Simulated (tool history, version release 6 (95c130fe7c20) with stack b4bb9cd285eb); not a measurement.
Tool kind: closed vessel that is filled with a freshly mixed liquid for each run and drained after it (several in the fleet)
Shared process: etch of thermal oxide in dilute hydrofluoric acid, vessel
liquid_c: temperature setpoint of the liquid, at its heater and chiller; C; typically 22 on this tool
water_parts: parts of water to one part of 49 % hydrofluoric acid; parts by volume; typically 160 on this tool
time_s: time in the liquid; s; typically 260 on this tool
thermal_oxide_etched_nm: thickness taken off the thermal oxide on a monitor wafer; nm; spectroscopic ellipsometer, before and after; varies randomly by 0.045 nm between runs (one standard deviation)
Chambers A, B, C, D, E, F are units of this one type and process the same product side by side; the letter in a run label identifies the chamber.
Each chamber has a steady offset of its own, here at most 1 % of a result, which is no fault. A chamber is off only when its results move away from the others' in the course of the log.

run   hour  liquid_c  water_parts  time_s  read-back film thickness of the thermal oxide reference wafer, read on the same gauge (nm)  thermal_oxide_etched_nm
       1.3  -- chamber A: thermometer replaced
 1F    2.8        22          160     260                                                                                      89.984                   6.9564
 2A    7.4        22          160     260                                                                                      89.989                   6.8648
 3D   10.6        22          160     260                                                                                      90.046                   6.8714
 4C   13.2        22          160     260                                                                                       90.01                   6.9093
 5E     18        22          160     260                                                                                      89.968                   6.9466
 6B   22.2        22          160     260                                                                                      89.987                   6.8017
 7E   25.1        22          160     260                                                                                       89.98                   6.9102
 8C   30.2        22          160     260                                                                                      89.971                   6.8088
 9F   33.4        22          160     260                                                                                       90.03                   6.9115
10D     38        22          160     260                                                                                      90.006                   6.8377
11A   40.7        22          160     260                                                                                          90                   6.8861
12B   46.1        22          160     260                                                                                      90.014                   6.8316
13D   51.3        27          160     200                                                                                      89.986                   6.3023
14E   55.4        27          160     200                                                                                      90.031                   6.4082
15A   58.4        27          160     200                                                                                      89.995                   6.4776
16F   63.8        27          160     200                                                                                      89.988                   6.4543
17B   69.2        27          160     200                                                                                      89.975                   6.3207
18C   73.8        27          160     200                                                                                      89.988                   6.3901
19E   78.7        22          160     260                                                                                      89.991                   7.0102
20C   83.1        22          160     260                                                                                       90.01                   6.8448
21A   87.2        22          160     260                                                                                      89.972                   6.9061
22D   91.1        22          160     260                                                                                      90.012                   6.6582
23F   94.1        22          160     260                                                                                      90.041                   6.8935
24B   97.6        22          160     260                                                                                      89.982                   6.8041
25E  100.1        18          220     260                                                                                      89.992                   4.1051
26A    105        18          220     260                                                                                      89.999                   3.9866
27D  108.3        18          220     260                                                                                      89.993                   3.8691
28B    112        18          220     260                                                                                       89.98                   3.9864
29F  114.4        18          220     260                                                                                      90.005                   4.0671
30C  118.3        18          220     260                                                                                      89.994                   4.0028
31D  120.8        22          160     260                                                                                      90.034                   6.4679
32B  125.4        22          160     260                                                                                       89.99                   6.7769
33E    128        22          160     260                                                                                      90.006                   6.9714
34A  130.5        22          160     260                                                                                      89.981                   6.8841
35C  133.5        22          160     260                                                                                      89.999                   6.7433
36F  137.1        22          160     260                                                                                      89.988                   6.8505
37C  140.8        22          160     260                                                                                      89.987                   6.8932
38D  144.6        22          160     260                                                                                      90.023                   6.4299
39F  147.6        22          160     260                                                                                      89.997                   6.9367
40B  150.3        22          160     260                                                                                      89.986                   6.8088
41A  154.2        22          160     260                                                                                      89.952                   6.9054
42E  158.6        22          160     260                                                                                      89.978                   6.9899

All 6 chambers run these settings next. Forecast each chamber's results:
43A  162.5        22          160     260                                                                                                                    ?
43B  162.5        22          160     260                                                                                                                    ?
43C  162.5        22          160     260                                                                                                                    ?
43D  162.5        22          160     260                                                                                                                    ?
43E  162.5        22          160     260                                                                                                                    ?
43F  162.5        22          160     260                                                                                                                    ?

run  thermal_oxide_etched_nm
43A                    6.839
43B                   6.7561
43C                      6.8
43D                   6.2948
43E                   6.9309
43F                   6.9136
